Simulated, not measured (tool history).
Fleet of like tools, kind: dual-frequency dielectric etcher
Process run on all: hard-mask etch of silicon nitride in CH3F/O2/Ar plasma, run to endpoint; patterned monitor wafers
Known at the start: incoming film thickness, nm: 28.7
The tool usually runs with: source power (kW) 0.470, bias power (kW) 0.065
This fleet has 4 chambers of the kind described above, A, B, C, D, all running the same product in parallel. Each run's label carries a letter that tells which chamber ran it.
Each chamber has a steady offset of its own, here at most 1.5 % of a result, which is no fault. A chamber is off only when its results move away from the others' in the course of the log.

run,hour,source power (kW),bias power (kW),hours since the last wet clean,hours since the last source power generator calibration,hours since the last bias power generator calibration,endpoint time (s)
1B,5.5,0.470,0.065,158.6,2077.4,107.4,40.836
2D,11.7,0.470,0.065,185.3,514.1,1161.5,40.053
# hour 12.7: chamber A: wet clean of the chamber
3C,17.7,0.470,0.065,278.6,1200.2,1716.4,40.617
# hour 19.5: chamber C: bias power generator calibrated
4A,23.2,0.470,0.065,10.5,2400.5,3393.9,40.518
5B,26.9,0.470,0.065,180.0,2098.8,128.8,40.732
6A,30.9,0.470,0.065,18.2,2408.2,3401.6,40.290
7D,37.2,0.470,0.065,210.8,539.6,1187.0,39.704
8C,42.8,0.470,0.065,303.7,1225.3,23.3,40.254
9D,45.9,0.470,0.065,219.5,548.3,1195.7,39.904
10B,52.2,0.470,0.065,205.3,2124.1,154.1,40.592
11A,55.9,0.470,0.065,43.2,2433.2,3426.6,40.784
12C,61.9,0.470,0.065,322.8,1244.4,42.4,39.985
13D,68.3,0.360,0.065,241.9,570.7,1218.1,44.679
14C,72.7,0.360,0.065,333.6,1255.2,53.2,44.932
15B,77.1,0.360,0.065,230.2,2149.0,179.0,44.381
16A,81.6,0.360,0.065,68.9,2458.9,3452.3,44.884
17B,87.9,0.470,0.065,241.0,2159.8,189.8,39.854
18D,93.6,0.470,0.065,267.2,596.0,1243.4,40.280
19A,98.3,0.390,0.074,85.6,2475.6,3469.0,41.911
20C,103.2,0.390,0.074,364.1,1285.7,83.7,41.394
21B,108.2,0.390,0.074,261.3,2180.1,210.1,41.242
22C,114.1,0.390,0.074,375.0,1296.6,94.6,41.750
23D,119.8,0.470,0.065,293.4,622.2,1269.6,40.204
24A,124.1,0.470,0.065,111.4,2501.4,3494.8,40.639
25B,130.7,0.470,0.065,283.8,2202.6,232.6,39.346
26A,134.7,0.470,0.065,122.0,2512.0,3505.4,40.691
27D,139.0,0.470,0.065,312.6,641.4,1288.8,39.870
28C,143.3,0.470,0.065,404.2,1325.8,123.8,40.314
29D,148.1,0.470,0.065,321.7,650.5,1297.9,39.936
30B,152.7,0.470,0.065,305.8,2224.6,254.6,38.876
31C,157.0,0.470,0.065,417.9,1339.5,137.5,40.414

Predict what each chamber gives when all 4 of them run the settings below next.
32A,162.1,0.470,0.076,,,,?
32B,162.1,0.470,0.076,,,,?
32C,162.1,0.470,0.076,,,,?
32D,162.1,0.470,0.076,,,,?

run,endpoint time (s)
32A,38.492
32B,36.947
32C,38.321
32D,38.091
